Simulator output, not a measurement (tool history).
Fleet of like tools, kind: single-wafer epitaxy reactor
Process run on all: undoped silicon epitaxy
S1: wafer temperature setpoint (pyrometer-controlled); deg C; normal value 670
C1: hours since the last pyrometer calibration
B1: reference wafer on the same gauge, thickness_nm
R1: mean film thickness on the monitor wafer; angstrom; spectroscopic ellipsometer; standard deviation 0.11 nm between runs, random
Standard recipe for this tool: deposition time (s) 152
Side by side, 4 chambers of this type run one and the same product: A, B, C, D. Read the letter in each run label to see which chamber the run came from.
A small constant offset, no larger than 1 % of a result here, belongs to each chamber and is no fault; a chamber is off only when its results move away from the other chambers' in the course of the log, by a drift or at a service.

{"run": "1C", "day": 0.433, "S1": 670, "deposition time (s)": 152, "C1": 723.6, "B1": 37.872, "R1": 392.25}
{"run": "2D", "day": 0.829, "S1": 670, "deposition time (s)": 152, "C1": 221.3, "B1": 37.906, "R1": 393.05}
{"run": "3A", "day": 1.308, "S1": 670, "deposition time (s)": 152, "C1": 655.3, "B1": 37.904, "R1": 387.7}
{"run": "4B", "day": 1.675, "S1": 670, "deposition time (s)": 152, "C1": 1641.3, "B1": 37.935, "R1": 389.92}
{"run": "5B", "day": 2.188, "S1": 670, "deposition time (s)": 152, "C1": 1653.6, "B1": 37.904, "R1": 389.82}
{"run": "6A", "day": 2.729, "S1": 655, "deposition time (s)": 129, "C1": 689.4, "B1": 37.923, "R1": 239.87}
{"run": "7C", "day": 3.175, "S1": 655, "deposition time (s)": 129, "C1": 789.4, "B1": 37.909, "R1": 241.89}
{"run": "8D", "day": 3.704, "S1": 655, "deposition time (s)": 129, "C1": 290.3, "B1": 37.901, "R1": 242.44}
{"run": "9D", "day": 4.146, "S1": 655, "deposition time (s)": 129, "C1": 300.9, "B1": 37.922, "R1": 242.3}
{"run": "10B", "day": 4.629, "S1": 670, "deposition time (s)": 152, "C1": 1712.2, "B1": 37.889, "R1": 391.35}
{"run": "11A", "day": 4.933, "S1": 670, "deposition time (s)": 152, "C1": 742.3, "B1": 37.93, "R1": 385.9}
{"run": "12C", "day": 5.3, "S1": 670, "deposition time (s)": 152, "C1": 840.4, "B1": 37.876, "R1": 390.98}
{"run": "13B", "day": 5.662, "S1": 670, "deposition time (s)": 152, "C1": 1737.0, "B1": 37.901, "R1": 392.05}
{"run": "14C", "day": 5.933, "S1": 670, "deposition time (s)": 152, "C1": 855.6, "B1": 37.92, "R1": 390.55}
{"run": "15D", "day": 6.283, "S1": 670, "deposition time (s)": 152, "C1": 352.2, "B1": 37.893, "R1": 391.81}
{"run": "16A", "day": 6.704, "S1": 670, "deposition time (s)": 152, "C1": 784.8, "B1": 37.871, "R1": 387.38}
{"run": "17C", "day": 7.179, "S1": 658, "deposition time (s)": 127, "C1": 885.5, "B1": 37.909, "R1": 253.78}
{"run": "18A", "day": 7.479, "S1": 658, "deposition time (s)": 127, "C1": 803.4, "B1": 37.905, "R1": 250.17}
{"run": "19D", "day": 7.854, "S1": 658, "deposition time (s)": 127, "C1": 389.9, "B1": 37.911, "R1": 254.01}
{"run": "20B", "day": 8.383, "S1": 658, "deposition time (s)": 127, "C1": 1802.3, "B1": 37.905, "R1": 254.94}
{"run": "21C", "day": 8.796, "S1": 682, "deposition time (s)": 123, "C1": 924.3, "B1": 37.913, "R1": 404.96}
{"run": "22B", "day": 9.179, "S1": 682, "deposition time (s)": 123, "C1": 1821.4, "B1": 37.924, "R1": 404.21}
{"run": "23D", "day": 9.708, "S1": 682, "deposition time (s)": 123, "C1": 434.4, "B1": 37.881, "R1": 406.76}
{"run": "24A", "day": 10.217, "S1": 682, "deposition time (s)": 123, "C1": 869.1, "B1": 37.888, "R1": 402.08}
{"run": "25A", "day": 10.688, "S1": 670, "deposition time (s)": 152, "C1": 880.4, "B1": 37.932, "R1": 386.86}
{"day": 10.975, "done": "chamber C: pyrometer calibrated"}
{"run": "26C", "day": 11.129, "S1": 659, "deposition time (s)": 152, "C1": 3.8, "B1": 37.93, "R1": 310.63}
{"run": "27D", "day": 11.658, "S1": 659, "deposition time (s)": 152, "C1": 481.2, "B1": 37.897, "R1": 311.47}
{"run": "28B", "day": 12.167, "S1": 659, "deposition time (s)": 152, "C1": 1893.1, "B1": 37.922, "R1": 310.17}
{"run": "29A", "day": 12.629, "S1": 659, "deposition time (s)": 152, "C1": 927.0, "B1": 37.905, "R1": 307.31}
{"run": "30B", "day": 12.983, "S1": 658, "deposition time (s)": 181, "C1": 1912.7, "B1": 37.895, "R1": 363.32}
{"run": "31D", "day": 13.421, "S1": 658, "deposition time (s)": 181, "C1": 523.5, "B1": 37.864, "R1": 361.27}
{"run": "32C", "day": 13.733, "S1": 658, "deposition time (s)": 181, "C1": 66.3, "B1": 37.885, "R1": 362.14}
{"run": "33C", "day": 14.262, "S1": 658, "deposition time (s)": 181, "C1": 79.0, "B1": 37.926, "R1": 362.44}
{"run": "34A", "day": 14.508, "S1": 670, "deposition time (s)": 152, "C1": 972.1, "B1": 37.905, "R1": 386.16}
{"run": "35B", "day": 14.771, "S1": 670, "deposition time (s)": 152, "C1": 1955.6, "B1": 37.912, "R1": 390.6}
{"run": "36D", "day": 15.15, "S1": 670, "deposition time (s)": 152, "C1": 565.0, "B1": 37.885, "R1": 394.03}
{"run": "37B", "day": 15.412, "S1": 670, "deposition time (s)": 152, "C1": 1971.0, "B1": 37.883, "R1": 391.68}
{"run": "38D", "day": 15.892, "S1": 670, "deposition time (s)": 152, "C1": 582.8, "B1": 37.884, "R1": 392.38}
{"run": "39A", "day": 16.254, "S1": 670, "deposition time (s)": 172, "C1": 1014.0, "B1": 37.891, "R1": 438.09}
{"run": "40C", "day": 16.779, "S1": 670, "deposition time (s)": 172, "C1": 139.4, "B1": 37.907, "R1": 441.51}

Read the log: is a single chamber off, either drifting away or since a service, is the gauge that measures every chamber drifting, or is nothing wrong beyond small per-chamber offsets? Name any odd chamber and what most likely caused it.

The fleet is healthy, with each chamber sitting at its usual small offset and no drift in the gauge.
